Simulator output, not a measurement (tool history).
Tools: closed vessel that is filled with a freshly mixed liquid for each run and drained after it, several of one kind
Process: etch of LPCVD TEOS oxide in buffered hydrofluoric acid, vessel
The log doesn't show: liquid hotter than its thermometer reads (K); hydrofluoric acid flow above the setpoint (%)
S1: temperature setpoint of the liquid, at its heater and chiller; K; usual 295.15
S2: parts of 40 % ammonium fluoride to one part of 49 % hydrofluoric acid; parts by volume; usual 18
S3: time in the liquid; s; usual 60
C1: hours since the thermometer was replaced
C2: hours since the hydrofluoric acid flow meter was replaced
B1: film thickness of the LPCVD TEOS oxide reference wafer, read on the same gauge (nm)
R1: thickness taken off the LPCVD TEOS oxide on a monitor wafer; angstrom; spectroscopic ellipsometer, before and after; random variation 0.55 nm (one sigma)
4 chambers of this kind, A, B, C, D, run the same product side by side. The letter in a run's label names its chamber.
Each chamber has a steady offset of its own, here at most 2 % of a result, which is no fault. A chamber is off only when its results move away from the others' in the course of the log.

Run 1B, day 0.354: usual settings; C1 485.3; C2 1197.8; B1 130.01. Result: R1 1425.3 angstrom.
Run 2C, day 0.633: usual settings; C1 1607.0; C2 1115.7; B1 130.01. Result: R1 1417.3 angstrom.
Run 3A, day 0.988: usual settings; C1 584.1; C2 1919.4; B1 130.00. Result: R1 1414.6 angstrom.
Run 4D, day 1.367: usual settings; C1 1482.4; C2 196.8; B1 130.01. Result: R1 1393.9 angstrom.
Run 5D, day 1.846: usual settings; C1 1493.9; C2 208.3; B1 130.02. Result: R1 1397.0 angstrom.
Run 6A, day 2.129: usual settings; C1 611.5; C2 1946.8; B1 130.00. Result: R1 1402.2 angstrom.
Run 7B, day 2.358: usual settings; C1 533.4; C2 1245.9; B1 130.00. Result: R1 1423.1 angstrom.
Run 8C, day 2.812: usual settings; C1 1659.3; C2 1168.0; B1 130.00. Result: R1 1418.7 angstrom.
Run 9B, day 3.267: usual settings but S1 297.65 K, S3 80 s; C1 555.2; C2 1267.7; B1 130.01. Result: R1 2185.7 angstrom.
Run 10A, day 3.675: usual settings but S1 297.65 K, S3 80 s; C1 648.6; C2 1983.9; B1 130.00. Result: R1 2154.8 angstrom.
Run 11D, day 3.917: usual settings but S1 297.65 K, S3 80 s; C1 1543.6; C2 258.0; B1 129.99. Result: R1 2139.7 angstrom.
Run 12C, day 4.142: usual settings but S1 297.65 K, S3 80 s; C1 1691.2; C2 1199.9; B1 129.99. Result: R1 2176.3 angstrom.
Run 13A, day 4.583: usual settings; C1 670.4; C2 2005.7; B1 130.00. Result: R1 1409.5 angstrom.
Run 14D, day 5.000: usual settings; C1 1569.6; C2 284.0; B1 130.01. Result: R1 1395.2 angstrom.
Run 15C, day 5.325: usual settings; C1 1719.6; C2 1228.3; B1 130.01. Result: R1 1412.1 angstrom.
Run 16B, day 5.625: usual settings; C1 611.8; C2 1324.3; B1 129.99. Result: R1 1421.0 angstrom.
Run 17C, day 6.062: usual settings; C1 1737.3; C2 1246.0; B1 130.03. Result: R1 1426.8 angstrom.
Run 18B, day 6.438: usual settings; C1 631.3; C2 1343.8; B1 129.99. Result: R1 1422.8 angstrom.
Run 19A, day 6.925: usual settings; C1 726.6; C2 2061.9; B1 130.00. Result: R1 1414.9 angstrom.
Run 20D, day 7.271: usual settings; C1 1624.1; C2 338.5; B1 129.99. Result: R1 1398.4 angstrom.
Run 21A, day 7.483: usual settings; C1 740.0; C2 2075.3; B1 129.99. Result: R1 1410.1 angstrom.
Run 22C, day 7.879: usual settings but S1 298.15 K, S2 22 parts by volume; C1 1780.9; C2 1289.6; B1 130.00. Result: R1 1409.4 angstrom.
Run 23D, day 8.338: usual settings but S1 298.15 K, S2 22 parts by volume; C1 1649.7; C2 364.1; B1 130.00. Result: R1 1396.7 angstrom.
Run 24B, day 8.567: usual settings but S1 298.15 K, S2 22 parts by volume; C1 682.4; C2 1394.9; B1 129.99. Result: R1 1442.8 angstrom.
Run 25C, day 8.788: usual settings but S1 298.15 K, S2 22 parts by volume; C1 1802.7; C2 1311.4; B1 130.02. Result: R1 1417.4 angstrom.
Run 26D, day 9.242: usual settings; C1 1671.4; C2 385.8; B1 130.00. Result: R1 1401.0 angstrom.
Run 27B, day 9.621: usual settings but S1 293.65 K; C1 707.7; C2 1420.2; B1 130.01. Result: R1 1333.7 angstrom.
Run 28A, day 10.050: usual settings but S1 293.65 K; C1 801.6; C2 2136.9; B1 129.98. Result: R1 1300.7 angstrom.
Run 29D, day 10.383: usual settings but S1 293.65 K; C1 1698.8; C2 413.2; B1 130.01. Result: R1 1287.2 angstrom.
Run 30C, day 10.629: usual settings but S1 293.65 K; C1 1846.9; C2 1355.6; B1 130.00. Result: R1 1313.5 angstrom.
At day 10.808: chamber A: hydrofluoric acid flow meter replaced.
Run 31A, day 11.117: usual settings; C1 827.2; C2 7.4; B1 130.00. Result: R1 1407.5 angstrom.
Run 32B, day 11.367: usual settings; C1 749.6; C2 1462.1; B1 129.99. Result: R1 1468.0 angstrom.
Run 33D, day 11.746: usual settings; C1 1731.5; C2 445.9; B1 130.00. Result: R1 1393.3 angstrom.
Run 34A, day 12.233: usual settings; C1 854.0; C2 34.2; B1 129.99. Result: R1 1425.0 angstrom.
Run 35B, day 12.492: usual settings; C1 776.6; C2 1489.1; B1 130.00. Result: R1 1462.0 angstrom.
Run 36C, day 12.779: usual settings; C1 1898.5; C2 1407.2; B1 130.00. Result: R1 1429.8 angstrom.
Run 37D, day 13.242: usual settings; C1 1767.4; C2 481.8; B1 129.99. Result: R1 1409.4 angstrom.
Run 38C, day 13.700: usual settings; C1 1920.6; C2 1429.3; B1 129.99. Result: R1 1424.2 angstrom.
Run 39A, day 14.121: usual settings; C1 899.3; C2 79.5; B1 130.01. Result: R1 1405.8 angstrom.

What goes on in this fleet: one chamber off, a drifting gauge, or nothing beyond the chambers' own small offsets? Name the chamber and the cause, if any.

Chamber B drifts away from the others.
Cause: hydrofluoric acid flow above the setpoint (%) = 4.01.
The log may not tell that from: liquid hotter than its thermometer reads (K).

Here are 4 candidates for chamber B's next run, each the usual settings with a change, their results left as question marks. Which one brings its results back in line with what the others give on the usual settings?
In line means no further than this from the other chambers' mean on the usual settings: R1 19.0 angstrom
Run 40B-1, day 14.475: usual settings but S1 294.65 K, S2 19.5 parts by volume. Result: R1 ?.
Run 40B-2, day 14.475: usual settings but S1 295.65 K, S2 17.5 parts by volume. Result: R1 ?.
Run 40B-3, day 14.475: usual settings but S2 19.0 parts by volume. Result: R1 ?.
Run 40B-4, day 14.475: usual settings but S1 297.15 K. Result: R1 ?.

The other chambers' mean on the usual settings: R1 1410.6 angstrom
  run      R1
40B-1  1332.7
40B-2  1570.2
40B-3  1406.2
40B-4  1658.6
40B-3 brings the chamber back in line.
